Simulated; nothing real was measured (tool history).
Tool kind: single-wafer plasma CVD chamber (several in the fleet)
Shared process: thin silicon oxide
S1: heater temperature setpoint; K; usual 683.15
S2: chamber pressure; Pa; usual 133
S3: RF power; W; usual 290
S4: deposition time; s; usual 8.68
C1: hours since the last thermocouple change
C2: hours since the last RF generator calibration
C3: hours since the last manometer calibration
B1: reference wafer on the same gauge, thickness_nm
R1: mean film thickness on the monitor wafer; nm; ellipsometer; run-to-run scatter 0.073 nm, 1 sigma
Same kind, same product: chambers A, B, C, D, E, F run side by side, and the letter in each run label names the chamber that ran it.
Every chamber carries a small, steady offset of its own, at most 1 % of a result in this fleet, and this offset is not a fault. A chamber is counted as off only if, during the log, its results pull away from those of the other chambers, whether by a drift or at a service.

run	hour	S1	S2	S3	S4	C1	C2	C3	B1	R1
1A	4.8	683.15	133	290	8.68	358.1	837.4	1331.6	17.691	18.899
2B	8.6	683.15	133	290	8.68	499.3	318.3	1102.9	17.700	18.816
3F	10.8	683.15	133	290	8.68	1696.8	303.7	1777.6	17.688	18.838
4D	14.7	683.15	133	290	8.68	365.9	467.6	108.3	17.708	18.672
5C	18.3	683.15	133	290	8.68	253.9	1152.1	1076.8	17.702	19.032
6E	22.2	683.15	133	290	8.68	85.1	34.8	950.2	17.700	18.716
7D	26.1	683.15	155	290	7.98	377.3	479.0	119.7	17.709	18.909
8A	29.7	683.15	155	290	7.98	383.0	862.3	1356.5	17.692	19.067
9E	34.1	683.15	155	290	7.98	97.0	46.7	962.1	17.702	18.899
10F	36.6	683.15	155	290	7.98	1722.6	329.5	1803.4	17.706	19.305
11B	39.3	683.15	155	290	7.98	530.0	349.0	1133.6	17.702	19.205
12C	43.4	683.15	155	290	7.98	279.0	1177.2	1101.9	17.700	19.275
13C	45.6	683.15	133	290	8.68	281.2	1179.4	1104.1	17.697	18.996
14F	50.2	683.15	133	290	8.68	1736.2	343.1	1817.0	17.699	18.995
15D	53.7	683.15	133	290	8.68	404.9	506.6	147.3	17.703	18.667
16E	57.3	683.15	133	290	8.68	120.2	69.9	985.3	17.702	18.798
17A	61.6	683.15	133	290	8.68	414.9	894.2	1388.4	17.698	18.879
18B	66.1	683.15	133	290	8.68	556.8	375.8	1160.4	17.701	18.832
# hour 67.2: chamber F: capacitance manometer re-zeroed and calibrated
19D	70.0	683.15	133	290	8.68	421.2	522.9	163.6	17.708	18.674
20A	72.8	683.15	133	290	8.68	426.1	905.4	1399.6	17.698	18.742
21E	75.3	683.15	133	290	8.68	138.2	87.9	1003.3	17.709	18.772
22F	78.6	683.15	133	290	8.68	1764.6	371.5	11.5	17.720	19.854
23C	81.7	683.15	157	310	8.68	317.3	1215.5	1140.2	17.694	21.863
24B	85.7	683.15	157	310	8.68	576.4	395.4	1180.0	17.690	21.629
25E	90.1	683.15	157	310	8.68	153.0	102.7	1018.1	17.704	21.464
26C	93.5	683.15	157	310	8.68	329.1	1227.3	1152.0	17.704	21.730
27F	98.0	683.15	157	310	8.68	1784.0	390.9	30.9	17.720	22.514
28D	100.7	683.15	157	310	8.68	451.9	553.6	194.3	17.710	21.494
29B	105.3	683.15	133	235	8.68	596.0	415.0	1199.6	17.688	17.119
30A	107.5	683.15	133	235	8.68	460.8	940.1	1434.3	17.705	17.295
31F	110.4	683.15	133	235	8.68	1796.4	403.3	43.3	17.693	18.155
32E	114.3	683.15	133	235	8.68	177.2	126.9	1042.3	17.697	17.109
33C	119.0	683.15	133	235	8.68	354.6	1252.8	1177.5	17.696	17.290
34D	123.4	683.15	133	235	8.68	474.6	576.3	217.0	17.696	16.958
35A	127.2	683.15	133	290	8.68	480.5	959.8	1454.0	17.691	18.854
36B	130.4	683.15	133	290	8.68	621.1	440.1	1224.7	17.695	18.787
37F	135.1	683.15	133	290	8.68	1821.1	428.0	68.0	17.716	19.794
38C	137.4	683.15	133	290	8.68	373.0	1271.2	1195.9	17.706	18.968
39B	140.3	683.15	133	290	8.68	631.0	450.0	1234.6	17.703	18.964

Predict what each chamber gives when all 6 of them run the settings below next.
40A	143.7	696.15	133	290	8.68					?
40B	143.7	696.15	133	290	8.68					?
40C	143.7	696.15	133	290	8.68					?
40D	143.7	696.15	133	290	8.68					?
40E	143.7	696.15	133	290	8.68					?
40F	143.7	696.15	133	290	8.68					?

run	R1
40A	18.685
40B	18.451
40C	18.833
40D	18.487
40E	18.487
40F	19.682
